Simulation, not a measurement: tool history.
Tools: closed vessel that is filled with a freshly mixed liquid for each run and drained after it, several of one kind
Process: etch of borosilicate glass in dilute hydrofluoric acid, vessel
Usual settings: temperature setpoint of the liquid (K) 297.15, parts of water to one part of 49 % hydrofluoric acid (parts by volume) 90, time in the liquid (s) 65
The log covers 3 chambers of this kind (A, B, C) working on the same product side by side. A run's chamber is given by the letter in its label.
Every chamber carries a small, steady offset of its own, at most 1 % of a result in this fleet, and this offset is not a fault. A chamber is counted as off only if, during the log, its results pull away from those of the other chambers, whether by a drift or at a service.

run     day  temperature setpoint of the liquid (K)  parts of water to one part of 49 % hydrofluoric acid (parts by volume)  time in the liquid (s)  read-back film thickness of the borosilicate glass reference wafer, read on the same gauge (nm)  thickness taken off the borosilicate glass on a monitor wafer (nm)
 1B   0.412                                  297.15                                                                      90                      65                                                                                           29.985                                                             19.0960
 2A   0.850                                  297.15                                                                      90                      65                                                                                           29.996                                                             18.9680
 3C   1.179                                  297.15                                                                      90                      65                                                                                           30.003                                                             19.2950
 4A   1.638                                  297.15                                                                      90                      65                                                                                           29.994                                                             19.1100
 5B   1.871                                  297.15                                                                      90                      65                                                                                           30.020                                                             19.0110
 6C   2.267                                  297.15                                                                      90                      65                                                                                           29.996                                                             19.1130
 7A   2.646                                  297.15                                                                      90                      65                                                                                           29.986                                                             19.0020
 8C   3.025                                  297.15                                                                      90                      65                                                                                           30.006                                                             18.9650
 9B   3.246                                  297.15                                                                      90                      65                                                                                           30.015                                                             18.7740
10C   3.554                                  297.15                                                                      90                      65                                                                                           30.017                                                             19.1980
11B   4.033                                  297.15                                                                      90                      65                                                                                           30.018                                                             18.7850
12A   4.262                                  297.15                                                                      90                      65                                                                                           30.012                                                             18.8830
13B   4.517                                  297.15                                                                      90                      65                                                                                           29.978                                                             19.0000
14A   4.858                                  297.15                                                                      90                      80                                                                                           30.003                                                             23.1520
15C   5.229                                  297.15                                                                      90                      80                                                                                           29.978                                                             23.5480
16B   5.525                                  297.15                                                                      90                      80                                                                                           30.002                                                             23.4470
17A   5.933                                  297.15                                                                      90                      65                                                                                           29.990                                                             18.9240
      6.242  -- chamber A: hydrofluoric acid flow meter replaced
18C   6.288                                  297.15                                                                      90                      65                                                                                           30.022                                                             18.9530
19B   6.583                                  297.15                                                                      90                      65                                                                                           29.979                                                             18.8040
20A   6.838                                  297.15                                                                      90                      65                                                                                           29.998                                                             18.8940
21C   7.092                                  297.15                                                                      90                      65                                                                                           29.987                                                             18.8710
22A   7.504                                  297.15                                                                      90                      40                                                                                           29.959                                                             11.5840
23B   7.771                                  297.15                                                                      90                      40                                                                                           29.979                                                             11.6430
24C   8.204                                  297.15                                                                      90                      40                                                                                           29.987                                                             11.7500
25A   8.625                                  297.15                                                                      90                      65                                                                                           30.007                                                             18.9260
26C   8.958                                  297.15                                                                      90                      65                                                                                           30.022                                                             19.0420
27B   9.217                                  297.15                                                                      90                      65                                                                                           29.991                                                             18.6860
28A   9.517                                  297.15                                                                      90                      65                                                                                           30.029                                                             19.0140
29B   9.738                                  297.15                                                                      90                      65                                                                                           29.981                                                             18.8810
30C  10.121                                  297.15                                                                      90                      65                                                                                           30.028                                                             19.0690
31A  10.396                                  297.15                                                                      90                      65                                                                                           29.987                                                             19.1220
32C  10.646                                  297.15                                                                      90                      65                                                                                           30.005                                                             19.0400
33B  10.979                                  297.15                                                                      90                      65                                                                                           29.979                                                             18.8870
34A  11.350                                  297.15                                                                      90                      65                                                                                           30.003                                                             18.6080
35B  11.671                                  297.15                                                                     125                      40                                                                                           29.979                                                              8.0062
36C  11.983                                  297.15                                                                     125                      40                                                                                           30.006                                                              8.0636
37C  12.212                                  297.15                                                                     125                      40                                                                                           30.021                                                              8.1894
38B  12.646                                  297.15                                                                      90                      95                                                                                           30.000                                                             27.4810
39A  13.042                                  297.15                                                                      90                      95                                                                                           30.020                                                             27.6030
40B  13.267                                  297.15                                                                      90                      95                                                                                           30.014                                                             27.4490
41A  13.608                                  297.15                                                                      90                      65                                                                                           29.986                                                             18.7490

One chamber off, gauge drift, or nothing amiss beyond the chambers' own small offsets? If it is a chamber, which one, and what is the likeliest cause?

Nothing is wrong: each chamber keeps only its own small, steady offset and the gauge holds still.

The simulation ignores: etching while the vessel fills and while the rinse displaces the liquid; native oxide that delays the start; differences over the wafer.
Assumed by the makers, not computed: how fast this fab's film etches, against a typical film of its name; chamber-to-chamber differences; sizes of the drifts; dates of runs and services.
